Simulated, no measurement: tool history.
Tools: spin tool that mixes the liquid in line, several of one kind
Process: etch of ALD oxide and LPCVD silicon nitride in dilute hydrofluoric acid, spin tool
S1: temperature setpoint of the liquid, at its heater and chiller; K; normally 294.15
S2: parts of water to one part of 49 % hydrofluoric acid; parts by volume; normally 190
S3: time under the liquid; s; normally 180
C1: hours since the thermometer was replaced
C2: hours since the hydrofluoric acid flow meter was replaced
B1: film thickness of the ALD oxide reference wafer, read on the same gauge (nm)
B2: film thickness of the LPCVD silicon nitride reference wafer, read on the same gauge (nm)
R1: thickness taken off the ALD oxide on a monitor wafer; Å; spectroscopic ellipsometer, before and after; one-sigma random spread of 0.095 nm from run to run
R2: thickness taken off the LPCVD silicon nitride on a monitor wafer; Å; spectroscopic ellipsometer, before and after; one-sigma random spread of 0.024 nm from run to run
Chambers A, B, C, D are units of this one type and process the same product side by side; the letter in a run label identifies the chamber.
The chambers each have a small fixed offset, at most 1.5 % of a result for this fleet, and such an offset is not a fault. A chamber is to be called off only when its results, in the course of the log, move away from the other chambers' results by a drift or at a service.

Run 1C, hour 3.6: usual settings; C1 354.1; C2 510; B1 49.996; B2 99.984. Result: R1 141.82 Å, R2 3.971 Å.
Run 2B, hour 6.9: usual settings; C1 247.4; C2 465; B1 50.045; B2 100.01. Result: R1 146.62 Å, R2 4.1806 Å.
Run 3D, hour 10.4: usual settings; C1 377.8; C2 547.1; B1 49.949; B2 100.01. Result: R1 144.98 Å, R2 3.9053 Å.
Run 4A, hour 14.6: usual settings; C1 440.6; C2 264.3; B1 50.02; B2 99.995. Result: R1 145.11 Å, R2 3.9313 Å.
Run 5D, hour 18.2: usual settings; C1 385.6; C2 554.9; B1 50.01; B2 100.01. Result: R1 143.82 Å, R2 4.2005 Å.
Run 6A, hour 21.5: usual settings but S2 220 parts by volume, S3 135 s; C1 447.5; C2 271.2; B1 49.992; B2 100.01. Result: R1 91.192 Å, R2 2.937 Å.
Run 7C, hour 24.8: usual settings but S2 220 parts by volume, S3 135 s; C1 375.3; C2 531.2; B1 49.984; B2 100.01. Result: R1 90.732 Å, R2 2.8769 Å.
Run 8B, hour 27.8: usual settings but S2 220 parts by volume, S3 135 s; C1 268.3; C2 485.9; B1 49.982; B2 100.03. Result: R1 92.122 Å, R2 3.099 Å.
Run 9D, hour 30.3: usual settings but S2 220 parts by volume, S3 135 s; C1 397.7; C2 567; B1 50.037; B2 99.988. Result: R1 90.817 Å, R2 3.0244 Å.
Run 10B, hour 33.5: usual settings; C1 274; C2 491.6; B1 50.022; B2 100. Result: R1 146.37 Å, R2 4.4648 Å.
Run 11A, hour 36.9: usual settings but S1 290.65 K, S2 140 parts by volume; C1 462.9; C2 286.6; B1 49.961; B2 100. Result: R1 175.93 Å, R2 4.4789 Å.
Run 12C, hour 39: usual settings but S1 290.65 K, S2 140 parts by volume; C1 389.5; C2 545.4; B1 49.961; B2 99.998. Result: R1 177.17 Å, R2 4.0125 Å.
Run 13B, hour 42.1: usual settings but S1 290.65 K, S2 140 parts by volume; C1 282.6; C2 500.2; B1 50.007; B2 100.01. Result: R1 182.83 Å, R2 4.4435 Å.
Run 14C, hour 44.2: usual settings but S1 290.65 K, S2 140 parts by volume; C1 394.7; C2 550.6; B1 50.004; B2 100.01. Result: R1 176.45 Å, R2 4.2119 Å.
Run 15A, hour 48.1: usual settings; C1 474.1; C2 297.8; B1 49.976; B2 99.978. Result: R1 138.5 Å, R2 3.9826 Å.
Run 16D, hour 52: usual settings but S3 110 s; C1 419.4; C2 588.7; B1 50; B2 100.01. Result: R1 88.801 Å, R2 2.8053 Å.
Run 17B, hour 55.9: usual settings but S3 110 s; C1 296.4; C2 514; B1 50.01; B2 100.01. Result: R1 89.514 Å, R2 2.6437 Å.
Run 18A, hour 58.1: usual settings but S3 110 s; C1 484.1; C2 307.8; B1 49.988; B2 99.986. Result: R1 84.683 Å, R2 2.3038 Å.
Run 19D, hour 62.2: usual settings but S3 110 s; C1 429.6; C2 598.9; B1 50.004; B2 100.01. Result: R1 87.013 Å, R2 2.7348 Å.
Run 20C, hour 65.9: usual settings; C1 416.4; C2 572.3; B1 50.022; B2 99.991. Result: R1 143.22 Å, R2 4.379 Å.
Run 21C, hour 69.4: usual settings; C1 419.9; C2 575.8; B1 50.012; B2 99.99. Result: R1 142.77 Å, R2 4.8541 Å.
Run 22D, hour 73.3: usual settings; C1 440.7; C2 610; B1 50.011; B2 100.01. Result: R1 145.87 Å, R2 3.847 Å.
Run 23B, hour 75.1: usual settings; C1 315.6; C2 533.2; B1 50.011; B2 100. Result: R1 146.16 Å, R2 4.2416 Å.
Run 24A, hour 77: usual settings but S2 250 parts by volume; C1 503; C2 326.7; B1 50.021; B2 99.981. Result: R1 94.532 Å, R2 3.0812 Å.

Read the log: is a single chamber off, either drifting away or since a service, is the gauge that measures every chamber drifting, or is nothing wrong beyond small per-chamber offsets? Name any odd chamber and what most likely caused it.

It is chamber A that slowly wanders off from its peers.
Most likely cause: hydrofluoric acid flow below the setpoint (%) = 6.81.

Below are 4 candidate recipes for chamber A's next run, each the usual settings with a change, their results shown as question marks. Which of them brings A's results back in line with what the other chambers give on the usual settings?
A result is in line if it is within this distance of the other chambers' mean on the usual settings: R1 3.3 Å; R2 0.84 Å
Run 25A-1, hour 80.1: usual settings but S2 195 parts by volume. Result: R1 ?, R2 ?.
Run 25A-2, hour 80.1: usual settings but S2 200 parts by volume, S3 175 s. Result: R1 ?, R2 ?.
Run 25A-3, hour 80.1: usual settings but S2 180 parts by volume, S3 185 s. Result: R1 ?, R2 ?.
Run 25A-4, hour 80.1: usual settings but S2 185 parts by volume. Result: R1 ?, R2 ?.

On the usual settings, the other chambers give on average: R1 144.93 Å; R2 4.1786 Å
  run      R1      R2
25A-1  128.67   3.852
25A-2  121.31  3.6533
25A-3  145.65  4.2819
25A-4  137.12  4.0558
25A-3 is the one that brings the chamber's results back in line with the other chambers.

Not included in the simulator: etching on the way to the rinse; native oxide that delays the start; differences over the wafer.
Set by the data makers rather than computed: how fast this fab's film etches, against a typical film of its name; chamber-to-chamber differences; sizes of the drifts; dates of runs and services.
